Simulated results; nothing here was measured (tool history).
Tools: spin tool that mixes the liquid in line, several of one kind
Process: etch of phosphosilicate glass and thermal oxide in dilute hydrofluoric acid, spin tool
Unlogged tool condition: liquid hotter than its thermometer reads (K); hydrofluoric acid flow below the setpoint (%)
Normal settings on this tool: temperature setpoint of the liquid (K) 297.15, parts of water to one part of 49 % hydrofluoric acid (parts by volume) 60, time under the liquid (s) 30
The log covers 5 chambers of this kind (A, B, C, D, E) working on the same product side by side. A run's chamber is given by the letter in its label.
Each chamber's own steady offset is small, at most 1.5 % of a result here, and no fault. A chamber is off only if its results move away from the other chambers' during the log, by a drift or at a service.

| run | hour | temperature setpoint of the liquid (K) | parts of water to one part of 49 % hydrofluoric acid (parts by volume) | time under the liquid (s) | hours since the thermometer was replaced | hours since the hydrofluoric acid flow meter was replaced | read-back film thickness of the phosphosilicate glass reference wafer, read on the same gauge (nm) | read-back film thickness of the thermal oxide reference wafer, read on the same gauge (nm) | thickness taken off the phosphosilicate glass on a monitor wafer (Å) | thickness taken off the thermal oxide on a monitor wafer (Å) |
|---|---|---|---|---|---|---|---|---|---|---|
| 1C | 6.4 | 297.15 | 60 | 30 | 1287.7 | 823.7 | 110.02 | 99.990 | 516.09 | 25.801 |
| 2B | 11.2 | 297.15 | 60 | 30 | 382.6 | 137.8 | 110.00 | 99.972 | 513.66 | 25.523 |
| 3A | 16.8 | 297.15 | 60 | 30 | 1561.5 | 611.0 | 109.98 | 100.010 | 514.90 | 25.551 |
| 4D | 22.3 | 297.15 | 60 | 30 | 1101.1 | 1265.9 | 110.03 | 100.000 | 512.77 | 25.968 |
| 5E | 25.7 | 297.15 | 60 | 30 | 56.2 | 50.9 | 109.99 | 100.040 | 513.06 | 25.099 |
|  | 28.5 | chamber A: hydrofluoric acid flow meter replaced |
| 6A | 29.5 | 297.15 | 60 | 30 | 1574.2 | 1.0 | 110.00 | 99.988 | 519.52 | 25.210 |
| 7D | 33.4 | 297.15 | 60 | 30 | 1112.2 | 1277.0 | 110.04 | 99.995 | 510.78 | 25.438 |
| 8B | 39.0 | 297.15 | 60 | 30 | 410.4 | 165.6 | 110.01 | 99.981 | 512.47 | 26.371 |
| 9E | 42.8 | 297.15 | 60 | 30 | 73.3 | 68.0 | 109.97 | 100.000 | 523.39 | 25.118 |
| 10C | 49.1 | 297.15 | 60 | 30 | 1330.4 | 866.4 | 110.02 | 99.996 | 514.13 | 25.505 |
| 11A | 52.6 | 297.15 | 60 | 30 | 1597.3 | 24.1 | 110.01 | 99.977 | 514.11 | 25.511 |
| 12D | 56.4 | 297.15 | 60 | 30 | 1135.2 | 1300.0 | 110.01 | 100.020 | 512.40 | 25.613 |
| 13B | 62.3 | 297.15 | 60 | 30 | 433.7 | 188.9 | 110.00 | 100.020 | 510.10 | 25.220 |
| 14E | 66.1 | 297.15 | 60 | 20 | 96.6 | 91.3 | 110.02 | 100.020 | 347.84 | 16.913 |
| 15C | 71.2 | 297.15 | 60 | 20 | 1352.5 | 888.5 | 110.00 | 100.030 | 343.84 | 17.427 |
| 16C | 76.4 | 297.15 | 60 | 20 | 1357.7 | 893.7 | 109.98 | 100.030 | 345.16 | 16.982 |
| 17E | 80.0 | 297.15 | 60 | 20 | 110.5 | 105.2 | 109.98 | 100.020 | 351.37 | 17.106 |
| 18A | 84.0 | 297.15 | 60 | 20 | 1628.7 | 55.5 | 110.00 | 99.981 | 345.18 | 17.235 |
| 19D | 89.9 | 297.15 | 60 | 30 | 1168.7 | 1333.5 | 109.99 | 99.992 | 512.57 | 25.284 |
| 20B | 93.6 | 297.15 | 60 | 30 | 465.0 | 220.2 | 109.98 | 99.987 | 514.82 | 25.668 |
| 21B | 100.1 | 298.65 | 60 | 30 | 471.5 | 226.7 | 109.97 | 100.010 | 544.40 | 26.987 |
| 22D | 104.4 | 298.65 | 60 | 30 | 1183.2 | 1348.0 | 110.02 | 99.997 | 544.34 | 27.544 |
| 23C | 109.2 | 298.65 | 60 | 30 | 1390.5 | 926.5 | 110.01 | 100.000 | 551.69 | 27.144 |
|  | 111.5 | chamber D: thermometer replaced |
| 24A | 115.6 | 298.65 | 60 | 30 | 1660.3 | 87.1 | 110.02 | 99.969 | 547.33 | 26.801 |
| 25E | 121.3 | 298.65 | 60 | 30 | 151.8 | 146.5 | 110.01 | 100.020 | 556.25 | 26.990 |
| 26A | 126.8 | 297.15 | 60 | 30 | 1671.5 | 98.3 | 110.01 | 100.020 | 512.79 | 25.099 |
| 27B | 129.8 | 297.15 | 60 | 30 | 501.2 | 256.4 | 110.00 | 99.965 | 518.76 | 26.164 |
| 28D | 136.2 | 297.15 | 60 | 30 | 24.7 | 1379.8 | 110.02 | 99.967 | 511.26 | 25.322 |
| 29E | 140.1 | 297.15 | 60 | 30 | 170.6 | 165.3 | 110.00 | 100.010 | 518.61 | 25.481 |
| 30C | 143.2 | 295.65 | 60 | 30 | 1424.5 | 960.5 | 109.97 | 99.993 | 479.80 | 24.377 |
| 31B | 146.9 | 295.65 | 60 | 30 | 518.3 | 273.5 | 109.99 | 100.040 | 481.69 | 24.497 |
| 32D | 151.0 | 295.65 | 60 | 30 | 39.5 | 1394.6 | 109.97 | 99.967 | 480.20 | 24.128 |
| 33E | 157.2 | 295.65 | 60 | 30 | 187.7 | 182.4 | 109.97 | 100.020 | 487.66 | 24.176 |
| 34C | 160.5 | 295.65 | 60 | 30 | 1441.8 | 977.8 | 109.97 | 100.010 | 485.83 | 24.417 |
| 35A | 165.3 | 299.15 | 60 | 30 | 1710.0 | 136.8 | 110.00 | 100.010 | 560.48 | 27.401 |
| 36E | 171.7 | 299.15 | 60 | 30 | 202.2 | 196.9 | 109.99 | 100.020 | 564.00 | 28.311 |
| 37D | 178.1 | 299.15 | 60 | 30 | 66.6 | 1421.7 | 110.00 | 100.010 | 556.54 | 27.765 |
| 38A | 182.2 | 299.15 | 60 | 30 | 1726.9 | 153.7 | 110.01 | 100.000 | 548.90 | 27.791 |
|  | 184.8 | chamber C: hydrofluoric acid flow meter replaced |
| 39B | 186.0 | 299.15 | 60 | 30 | 557.4 | 312.6 | 109.99 | 100.010 | 552.39 | 27.710 |
| 40C | 191.1 | 297.15 | 60 | 30 | 1472.4 | 6.4 | 110.02 | 100.010 | 516.90 | 26.154 |
| 41C | 197.9 | 301.15 | 60 | 30 | 1479.2 | 13.2 | 109.98 | 100.010 | 608.73 | 30.329 |
| 42B | 204.0 | 301.15 | 60 | 30 | 575.4 | 330.6 | 109.98 | 99.994 | 599.17 | 31.049 |

Each of the 5 chambers runs these same settings next. Fill in every chamber's results:
| 43A | 208.8 | 297.15 | 75 | 30 |  |  |  |  | ? | ? |
| 43B | 208.8 | 297.15 | 75 | 30 |  |  |  |  | ? | ? |
| 43C | 208.8 | 297.15 | 75 | 30 |  |  |  |  | ? | ? |
| 43D | 208.8 | 297.15 | 75 | 30 |  |  |  |  | ? | ? |
| 43E | 208.8 | 297.15 | 75 | 30 |  |  |  |  | ? | ? |

| run | thickness taken off the phosphosilicate glass on a monitor wafer (Å) | thickness taken off the thermal oxide on a monitor wafer (Å) |
|---|---|---|
| 43A | 404.15 | 19.888 |
| 43B | 400.54 | 20.668 |
| 43C | 402.71 | 20.325 |
| 43D | 403.10 | 20.446 |
| 43E | 411.15 | 20.088 |

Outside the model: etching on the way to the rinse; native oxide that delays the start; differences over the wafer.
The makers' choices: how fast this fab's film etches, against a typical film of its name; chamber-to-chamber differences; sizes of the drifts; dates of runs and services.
